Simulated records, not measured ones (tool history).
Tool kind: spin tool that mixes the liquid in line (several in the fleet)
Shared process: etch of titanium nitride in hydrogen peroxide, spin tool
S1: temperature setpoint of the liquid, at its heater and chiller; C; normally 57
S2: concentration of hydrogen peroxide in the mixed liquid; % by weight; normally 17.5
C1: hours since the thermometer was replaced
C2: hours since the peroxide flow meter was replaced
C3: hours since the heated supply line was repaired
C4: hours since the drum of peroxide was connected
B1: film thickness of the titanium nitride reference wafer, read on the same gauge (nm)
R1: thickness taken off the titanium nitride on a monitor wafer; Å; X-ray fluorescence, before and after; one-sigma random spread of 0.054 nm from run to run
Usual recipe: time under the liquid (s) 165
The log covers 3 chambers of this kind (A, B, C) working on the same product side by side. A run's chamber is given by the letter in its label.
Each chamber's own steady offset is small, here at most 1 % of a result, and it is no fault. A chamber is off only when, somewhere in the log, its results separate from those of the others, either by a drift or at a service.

{"run": "1A", "hour": 3.8, "S1": 57, "S2": 17.5, "time under the liquid (s)": 165, "C1": 621.6, "C2": 1440.0, "C3": 292.4, "C4": 416.9, "B1": 139.99, "R1": 81.433}
{"run": "2C", "hour": 8.8, "S1": 57, "S2": 17.5, "time under the liquid (s)": 165, "C1": 121.0, "C2": 1155.3, "C3": 1481.6, "C4": 335.4, "B1": 140.0, "R1": 82.169}
{"run": "3B", "hour": 12.0, "S1": 57, "S2": 17.5, "time under the liquid (s)": 165, "C1": 395.7, "C2": 1707.9, "C3": 1201.1, "C4": 254.4, "B1": 140.04, "R1": 82.15}
{"run": "4B", "hour": 15.0, "S1": 57, "S2": 17.5, "time under the liquid (s)": 165, "C1": 398.7, "C2": 1710.9, "C3": 1204.1, "C4": 257.4, "B1": 140.03, "R1": 83.532}
{"run": "5C", "hour": 18.1, "S1": 57, "S2": 17.5, "time under the liquid (s)": 165, "C1": 130.3, "C2": 1164.6, "C3": 1490.9, "C4": 344.7, "B1": 139.97, "R1": 81.139}
{"run": "6A", "hour": 24.6, "S1": 57, "S2": 17.5, "time under the liquid (s)": 165, "C1": 642.4, "C2": 1460.8, "C3": 313.2, "C4": 437.7, "B1": 140.02, "R1": 82.08}
{"run": "7B", "hour": 30.3, "S1": 57, "S2": 17.5, "time under the liquid (s)": 165, "C1": 414.0, "C2": 1726.2, "C3": 1219.4, "C4": 272.7, "B1": 140.0, "R1": 81.637}
{"run": "8C", "hour": 35.1, "S1": 57, "S2": 17.5, "time under the liquid (s)": 165, "C1": 147.3, "C2": 1181.6, "C3": 1507.9, "C4": 361.7, "B1": 140.0, "R1": 81.247}
{"run": "9A", "hour": 40.8, "S1": 57, "S2": 17.5, "time under the liquid (s)": 165, "C1": 658.6, "C2": 1477.0, "C3": 329.4, "C4": 453.9, "B1": 140.0, "R1": 81.552}
{"run": "10B", "hour": 45.2, "S1": 57, "S2": 21.0, "time under the liquid (s)": 165, "C1": 428.9, "C2": 1741.1, "C3": 1234.3, "C4": 287.6, "B1": 139.99, "R1": 85.666}
{"run": "11C", "hour": 49.9, "S1": 57, "S2": 21.0, "time under the liquid (s)": 165, "C1": 162.1, "C2": 1196.4, "C3": 1522.7, "C4": 376.5, "B1": 140.01, "R1": 84.644}
{"hour": 55.4, "done": "chamber A: new drum of peroxide connected"}
{"run": "12A", "hour": 56.4, "S1": 57, "S2": 21.0, "time under the liquid (s)": 165, "C1": 674.2, "C2": 1492.6, "C3": 345.0, "C4": 1.1, "B1": 139.99, "R1": 84.754}
{"run": "13C", "hour": 60.0, "S1": 57, "S2": 17.5, "time under the liquid (s)": 165, "C1": 172.2, "C2": 1206.5, "C3": 1532.8, "C4": 386.6, "B1": 140.03, "R1": 80.86}
{"run": "14B", "hour": 64.6, "S1": 57, "S2": 17.5, "time under the liquid (s)": 165, "C1": 448.3, "C2": 1760.5, "C3": 1253.7, "C4": 307.0, "B1": 139.98, "R1": 81.503}
{"run": "15A", "hour": 69.6, "S1": 57, "S2": 17.5, "time under the liquid (s)": 165, "C1": 687.4, "C2": 1505.8, "C3": 358.2, "C4": 14.3, "B1": 140.0, "R1": 81.303}
{"run": "16C", "hour": 74.6, "S1": 57, "S2": 17.5, "time under the liquid (s)": 165, "C1": 186.8, "C2": 1221.1, "C3": 1547.4, "C4": 401.2, "B1": 140.03, "R1": 81.819}
{"run": "17B", "hour": 77.5, "S1": 57, "S2": 17.5, "time under the liquid (s)": 165, "C1": 461.2, "C2": 1773.4, "C3": 1266.6, "C4": 319.9, "B1": 140.01, "R1": 82.083}
{"run": "18A", "hour": 80.7, "S1": 57, "S2": 17.5, "time under the liquid (s)": 165, "C1": 698.5, "C2": 1516.9, "C3": 369.3, "C4": 25.4, "B1": 140.01, "R1": 81.803}
{"run": "19B", "hour": 86.3, "S1": 57, "S2": 17.5, "time under the liquid (s)": 165, "C1": 470.0, "C2": 1782.2, "C3": 1275.4, "C4": 328.7, "B1": 139.97, "R1": 81.953}
{"run": "20C", "hour": 90.2, "S1": 57, "S2": 17.5, "time under the liquid (s)": 165, "C1": 202.4, "C2": 1236.7, "C3": 1563.0, "C4": 416.8, "B1": 140.02, "R1": 80.84}
{"hour": 96.3, "done": "chamber B: peroxide flow meter replaced"}
{"run": "21A", "hour": 96.8, "S1": 57, "S2": 17.5, "time under the liquid (s)": 165, "C1": 714.6, "C2": 1533.0, "C3": 385.4, "C4": 41.5, "B1": 140.01, "R1": 81.171}
{"run": "22B", "hour": 102.7, "S1": 57, "S2": 17.5, "time under the liquid (s)": 165, "C1": 486.4, "C2": 6.5, "C3": 1291.8, "C4": 345.1, "B1": 139.99, "R1": 79.967}
{"run": "23A", "hour": 107.8, "S1": 57, "S2": 17.5, "time under the liquid (s)": 165, "C1": 725.6, "C2": 1544.0, "C3": 396.4, "C4": 52.5, "B1": 140.02, "R1": 82.576}
{"run": "24C", "hour": 111.5, "S1": 57, "S2": 17.5, "time under the liquid (s)": 165, "C1": 223.7, "C2": 1258.0, "C3": 1584.3, "C4": 438.1, "B1": 140.01, "R1": 80.964}
{"run": "25A", "hour": 115.0, "S1": 57, "S2": 17.5, "time under the liquid (s)": 165, "C1": 732.8, "C2": 1551.2, "C3": 403.6, "C4": 59.7, "B1": 139.94, "R1": 81.724}
{"run": "26B", "hour": 119.3, "S1": 57, "S2": 17.5, "time under the liquid (s)": 165, "C1": 503.0, "C2": 23.1, "C3": 1308.4, "C4": 361.7, "B1": 139.97, "R1": 80.206}
{"run": "27C", "hour": 124.0, "S1": 57, "S2": 17.5, "time under the liquid (s)": 165, "C1": 236.2, "C2": 1270.5, "C3": 1596.8, "C4": 450.6, "B1": 140.0, "R1": 81.527}
{"run": "28B", "hour": 130.4, "S1": 57, "S2": 20.5, "time under the liquid (s)": 215, "C1": 514.1, "C2": 34.2, "C3": 1319.5, "C4": 372.8, "B1": 140.0, "R1": 106.48}
{"run": "29A", "hour": 135.0, "S1": 57, "S2": 20.5, "time under the liquid (s)": 215, "C1": 752.8, "C2": 1571.2, "C3": 423.6, "C4": 79.7, "B1": 139.98, "R1": 108.34}
{"run": "30C", "hour": 141.2, "S1": 57, "S2": 20.5, "time under the liquid (s)": 215, "C1": 253.4, "C2": 1287.7, "C3": 1614.0, "C4": 467.8, "B1": 140.0, "R1": 109.37}
{"run": "31B", "hour": 146.5, "S1": 57, "S2": 17.5, "time under the liquid (s)": 165, "C1": 530.2, "C2": 50.3, "C3": 1335.6, "C4": 388.9, "B1": 140.0, "R1": 78.772}
{"hour": 148.8, "done": "chamber A: thermometer replaced"}
{"hour": 151.5, "done": "chamber B: new drum of peroxide connected"}
{"run": "32C", "hour": 153.0, "S1": 57, "S2": 17.5, "time under the liquid (s)": 165, "C1": 265.2, "C2": 1299.5, "C3": 1625.8, "C4": 479.6, "B1": 140.0, "R1": 80.647}
{"run": "33A", "hour": 159.6, "S1": 57, "S2": 17.5, "time under the liquid (s)": 165, "C1": 10.9, "C2": 1595.8, "C3": 448.2, "C4": 104.3, "B1": 140.02, "R1": 81.117}
{"run": "34C", "hour": 165.3, "S1": 57, "S2": 17.5, "time under the liquid (s)": 165, "C1": 277.5, "C2": 1311.8, "C3": 1638.1, "C4": 491.9, "B1": 139.97, "R1": 81.954}
{"run": "35A", "hour": 170.9, "S1": 57, "S2": 17.5, "time under the liquid (s)": 165, "C1": 22.2, "C2": 1607.1, "C3": 459.5, "C4": 115.6, "B1": 139.99, "R1": 81.97}
{"run": "36B", "hour": 174.8, "S1": 57, "S2": 17.5, "time under the liquid (s)": 165, "C1": 558.5, "C2": 78.6, "C3": 1363.9, "C4": 23.4, "B1": 139.99, "R1": 76.483}
{"run": "37B", "hour": 179.2, "S1": 57, "S2": 17.5, "time under the liquid (s)": 165, "C1": 562.9, "C2": 83.0, "C3": 1368.3, "C4": 27.8, "B1": 139.98, "R1": 76.51}
{"run": "38C", "hour": 185.1, "S1": 57, "S2": 17.5, "time under the liquid (s)": 165, "C1": 297.3, "C2": 1331.6, "C3": 1657.9, "C4": 511.7, "B1": 139.97, "R1": 80.741}
{"run": "39A", "hour": 190.6, "S1": 57, "S2": 17.5, "time under the liquid (s)": 165, "C1": 41.9, "C2": 1626.8, "C3": 479.2, "C4": 135.3, "B1": 139.97, "R1": 80.314}

For the next run the whole fleet of 3 chambers uses the same settings. Give each chamber's results:
{"run": "40A", "hour": 195.4, "S1": 57, "S2": 17.5, "time under the liquid (s)": 165, "R1": "?"}
{"run": "40B", "hour": 195.4, "S1": 57, "S2": 17.5, "time under the liquid (s)": 165, "R1": "?"}
{"run": "40C", "hour": 195.4, "S1": 57, "S2": 17.5, "time under the liquid (s)": 165, "R1": "?"}

run=40A R1=80.990
run=40B R1=74.958
run=40C R1=82.303
